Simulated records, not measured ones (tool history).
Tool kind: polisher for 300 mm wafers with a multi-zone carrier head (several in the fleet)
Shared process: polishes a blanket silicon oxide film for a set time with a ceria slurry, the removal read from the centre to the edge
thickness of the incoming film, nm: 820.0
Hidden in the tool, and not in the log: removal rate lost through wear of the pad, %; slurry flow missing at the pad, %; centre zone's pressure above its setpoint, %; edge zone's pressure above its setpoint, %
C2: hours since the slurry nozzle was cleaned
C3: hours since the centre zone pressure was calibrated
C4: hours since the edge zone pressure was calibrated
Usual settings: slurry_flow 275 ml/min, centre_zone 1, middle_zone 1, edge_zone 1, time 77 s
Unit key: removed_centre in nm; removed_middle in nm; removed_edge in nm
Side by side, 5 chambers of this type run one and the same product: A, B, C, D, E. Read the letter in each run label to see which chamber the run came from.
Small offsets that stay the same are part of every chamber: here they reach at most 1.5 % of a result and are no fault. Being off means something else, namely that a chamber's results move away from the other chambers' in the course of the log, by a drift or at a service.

At day 0.162: chamber D: worn pad replaced by a new one.
Run 1C, day 0.225: usual settings; wafers polished on this pad 473; C2 12; C3 225.7; C4 395.7. Result: removed_centre 347 nm, removed_middle 345.94 nm, removed_edge 345.86 nm.
Run 2E, day 0.412: usual settings; wafers polished on this pad 284; C2 241.9; C3 755; C4 138.2. Result: removed_centre 349.26 nm, removed_middle 338.56 nm, removed_edge 345.05 nm.
Run 3D, day 0.638: usual settings; wafers polished on this pad 125; C2 60.6; C3 260; C4 1028.4. Result: removed_centre 345.54 nm, removed_middle 341.46 nm, removed_edge 347.81 nm.
At day 0.679: chamber D: edge zone pressure recalibrated.
Run 4B, day 0.862: usual settings; wafers polished on this pad 483; C2 391.5; C3 195; C4 684.6. Result: removed_centre 337.87 nm, removed_middle 342.36 nm, removed_edge 335.01 nm.
Run 5A, day 1.121: usual settings; wafers polished on this pad 1267; C2 621.1; C3 617.2; C4 95.9. Result: removed_centre 337.93 nm, removed_middle 338.42 nm, removed_edge 347.64 nm.
At day 1.204: chamber B: worn pad replaced by a new one.
Run 6B, day 1.521: usual settings; wafers polished on this pad 83; C2 407.3; C3 210.8; C4 700.4. Result: removed_centre 336.61 nm, removed_middle 345.01 nm, removed_edge 349.99 nm.
Run 7A, day 1.833: usual settings; wafers polished on this pad 1455; C2 638.2; C3 634.3; C4 113. Result: removed_centre 343.34 nm, removed_middle 339.87 nm, removed_edge 338.73 nm.
At day 2.075: chamber E: worn pad replaced by a new one.
Run 8E, day 2.104: usual settings; wafers polished on this pad 8; C2 282.5; C3 795.6; C4 178.8. Result: removed_centre 338.26 nm, removed_middle 340.85 nm, removed_edge 345.52 nm.
At day 2.217: chamber A: worn pad replaced by a new one.
At day 2.358: chamber B: slurry nozzle cleaned.
Run 9D, day 2.429: usual settings; wafers polished on this pad 596; C2 103.6; C3 303; C4 42.1. Result: removed_centre 343.14 nm, removed_middle 344.98 nm, removed_edge 342.47 nm.
Run 10C, day 2.621: usual settings; wafers polished on this pad 1103; C2 69.5; C3 283.2; C4 453.2. Result: removed_centre 339.68 nm, removed_middle 347.64 nm, removed_edge 345.82 nm.
Run 11A, day 2.888: usual settings; wafers polished on this pad 177; C2 663.5; C3 659.6; C4 138.3. Result: removed_centre 344.91 nm, removed_middle 339.56 nm, removed_edge 341.4 nm.
At day 2.967: chamber C: worn pad replaced by a new one.
Run 12B, day 3.208: usual settings; wafers polished on this pad 527; C2 20.5; C3 251.3; C4 740.9. Result: removed_centre 341 nm, removed_middle 344.94 nm, removed_edge 339.27 nm.
At day 3.4: chamber B: worn pad replaced by a new one.
Run 13E, day 3.446: usual settings; wafers polished on this pad 361; C2 314.7; C3 827.8; C4 211. Result: removed_centre 343.54 nm, removed_middle 343.83 nm, removed_edge 351.59 nm.
At day 3.725: chamber D: worn pad replaced by a new one.
Run 14D, day 3.754: usual settings; wafers polished on this pad 8; C2 135.4; C3 334.8; C4 73.9. Result: removed_centre 342.49 nm, removed_middle 346.43 nm, removed_edge 341.93 nm.
Run 15C, day 4: usual settings; wafers polished on this pad 272; C2 102.6; C3 316.3; C4 486.3. Result: removed_centre 342.25 nm, removed_middle 345.93 nm, removed_edge 346.08 nm.
Run 16A, day 4.258: usual settings; wafers polished on this pad 537; C2 696.4; C3 692.5; C4 171.2. Result: removed_centre 347.08 nm, removed_middle 338.29 nm, removed_edge 337.81 nm.
Run 17D, day 4.683: usual settings; wafers polished on this pad 252; C2 157.7; C3 357.1; C4 96.2. Result: removed_centre 347.71 nm, removed_middle 343.13 nm, removed_edge 347.76 nm.
At day 4.746: chamber E: worn pad replaced by a new one.
Run 18C, day 4.925: usual settings; wafers polished on this pad 515; C2 124.8; C3 338.5; C4 508.5. Result: removed_centre 338.81 nm, removed_middle 347.48 nm, removed_edge 344.02 nm.
Run 19E, day 5.158: usual settings; wafers polished on this pad 109; C2 355.8; C3 868.9; C4 252.1. Result: removed_centre 349.4 nm, removed_middle 337.2 nm, removed_edge 343.72 nm.
Run 20B, day 5.454: usual settings; wafers polished on this pad 540; C2 74.4; C3 305.2; C4 794.8. Result: removed_centre 337.3 nm, removed_middle 340.48 nm, removed_edge 336.2 nm.
At day 5.733: chamber B: worn pad replaced by a new one.
Run 21A, day 5.767: usual settings; wafers polished on this pad 934; C2 732.6; C3 728.7; C4 207.4. Result: removed_centre 342.84 nm, removed_middle 338.57 nm, removed_edge 344.6 nm.
Run 22D, day 6.067: usual settings but edge_zone 1.1, time 90 s; wafers polished on this pad 616; C2 190.9; C3 390.3; C4 129.4. Result: removed_centre 412.97 nm, removed_middle 404.19 nm, removed_edge 430.85 nm.
Run 23E, day 6.358: usual settings but edge_zone 1.1, time 90 s; wafers polished on this pad 424; C2 384.6; C3 897.7; C4 280.9. Result: removed_centre 393.52 nm, removed_middle 394.13 nm, removed_edge 413.98 nm.
Run 24B, day 6.654: usual settings but edge_zone 1.1, time 90 s; wafers polished on this pad 242; C2 103.2; C3 334; C4 823.6. Result: removed_centre 395.2 nm, removed_middle 401.45 nm, removed_edge 418.48 nm.
Run 25C, day 6.862: usual settings but edge_zone 1.1, time 90 s; wafers polished on this pad 1025; C2 171.3; C3 385; C4 555. Result: removed_centre 407.64 nm, removed_middle 405.13 nm, removed_edge 419.42 nm.
At day 6.871: chamber D: worn pad replaced by a new one.
Run 26B, day 7.117: usual settings but edge_zone 1.1, time 90 s; wafers polished on this pad 363; C2 114.3; C3 345.1; C4 834.7. Result: removed_centre 387.14 nm, removed_middle 400.88 nm, removed_edge 421.04 nm.
At day 7.346: chamber C: centre zone pressure recalibrated.
At day 7.371: chamber B: centre zone pressure recalibrated.
Run 27E, day 7.517: usual settings but centre_zone 1.1, time 100 s; wafers polished on this pad 729; C2 412.4; C3 925.5; C4 308.7. Result: removed_centre 495.28 nm, removed_middle 446.25 nm, removed_edge 440.11 nm.
At day 7.538: chamber E: worn pad replaced by a new one.
At day 7.629: chamber C: worn pad replaced by a new one.
At day 7.771: chamber B: worn pad replaced by a new one.
Run 28A, day 7.796: usual settings but centre_zone 1.1, time 100 s; wafers polished on this pad 1467; C2 781.3; C3 777.4; C4 256.1. Result: removed_centre 486.97 nm, removed_middle 441.79 nm, removed_edge 438.98 nm.
At day 7.929: chamber A: worn pad replaced by a new one.
Run 29D, day 8.096: usual settings but centre_zone 1.1, time 100 s; wafers polished on this pad 322; C2 239.6; C3 439; C4 178.1. Result: removed_centre 495.35 nm, removed_middle 451.22 nm, removed_edge 450.46 nm.
Run 30C, day 8.338: usual settings but centre_zone 1.1, time 100 s; wafers polished on this pad 187; C2 206.7; C3 23.8; C4 590.4. Result: removed_centre 504.53 nm, removed_middle 446.34 nm, removed_edge 445.17 nm.
At day 8.542: chamber A: centre zone pressure recalibrated.
Run 31C, day 8.596: usual settings but centre_zone 1.1, time 100 s; wafers polished on this pad 255; C2 212.9; C3 30; C4 596.6. Result: removed_centre 497.25 nm, removed_middle 446.6 nm, removed_edge 435.44 nm.
Run 32D, day 8.879: usual settings; wafers polished on this pad 528; C2 258.4; C3 457.8; C4 196.9. Result: removed_centre 348.86 nm, removed_middle 343.26 nm, removed_edge 340.37 nm.
At day 8.942: chamber A: slurry nozzle cleaned.
Run 33B, day 9.146: usual settings; wafers polished on this pad 362; C2 163; C3 42.6; C4 883.4. Result: removed_centre 334.99 nm, removed_middle 341.88 nm, removed_edge 336.46 nm.
Run 34A, day 9.542: usual settings; wafers polished on this pad 424; C2 14.4; C3 24.1; C4 298. Result: removed_centre 336.19 nm, removed_middle 339.15 nm, removed_edge 341.07 nm.
Run 35E, day 9.867: usual settings but time 62 s; wafers polished on this pad 613; C2 468.8; C3 981.9; C4 365.1. Result: removed_centre 281.9 nm, removed_middle 276.32 nm, removed_edge 271.16 nm.
At day 10.004: chamber B: worn pad replaced by a new one.
At day 10.092: chamber D: worn pad replaced by a new one.
Run 36D, day 10.179: usual settings but time 62 s; wafers polished on this pad 23; C2 289.6; C3 489; C4 228.1. Result: removed_centre 273.03 nm, removed_middle 277.01 nm, removed_edge 275.07 nm.
Run 37A, day 10.562: usual settings but time 62 s; wafers polished on this pad 692; C2 38.9; C3 48.6; C4 322.5. Result: removed_centre 278.22 nm, removed_middle 272.06 nm, removed_edge 274.86 nm.
Run 38B, day 10.929: usual settings but time 62 s; wafers polished on this pad 244; C2 205.8; C3 85.4; C4 926.2. Result: removed_centre 271.52 nm, removed_middle 275.98 nm, removed_edge 276.87 nm.

Next, every chamber runs the same settings. What will each give?
Run 39A, day 11.238: usual settings. Result: removed_centre ?, removed_middle ?, removed_edge ?.
Run 39B, day 11.238: usual settings. Result: removed_centre ?, removed_middle ?, removed_edge ?.
Run 39C, day 11.238: usual settings. Result: removed_centre ?, removed_middle ?, removed_edge ?.
Run 39D, day 11.238: usual settings. Result: removed_centre ?, removed_middle ?, removed_edge ?.
Run 39E, day 11.238: usual settings. Result: removed_centre ?, removed_middle ?, removed_edge ?.

run  removed_centre  removed_middle  removed_edge
39A          342.04          339.09        341.27
39B          340.57          343.73        341.34
39C          347.17          345.16        346.53
39D          336.09             345        347.52
39E          344.51          346.35         343.5

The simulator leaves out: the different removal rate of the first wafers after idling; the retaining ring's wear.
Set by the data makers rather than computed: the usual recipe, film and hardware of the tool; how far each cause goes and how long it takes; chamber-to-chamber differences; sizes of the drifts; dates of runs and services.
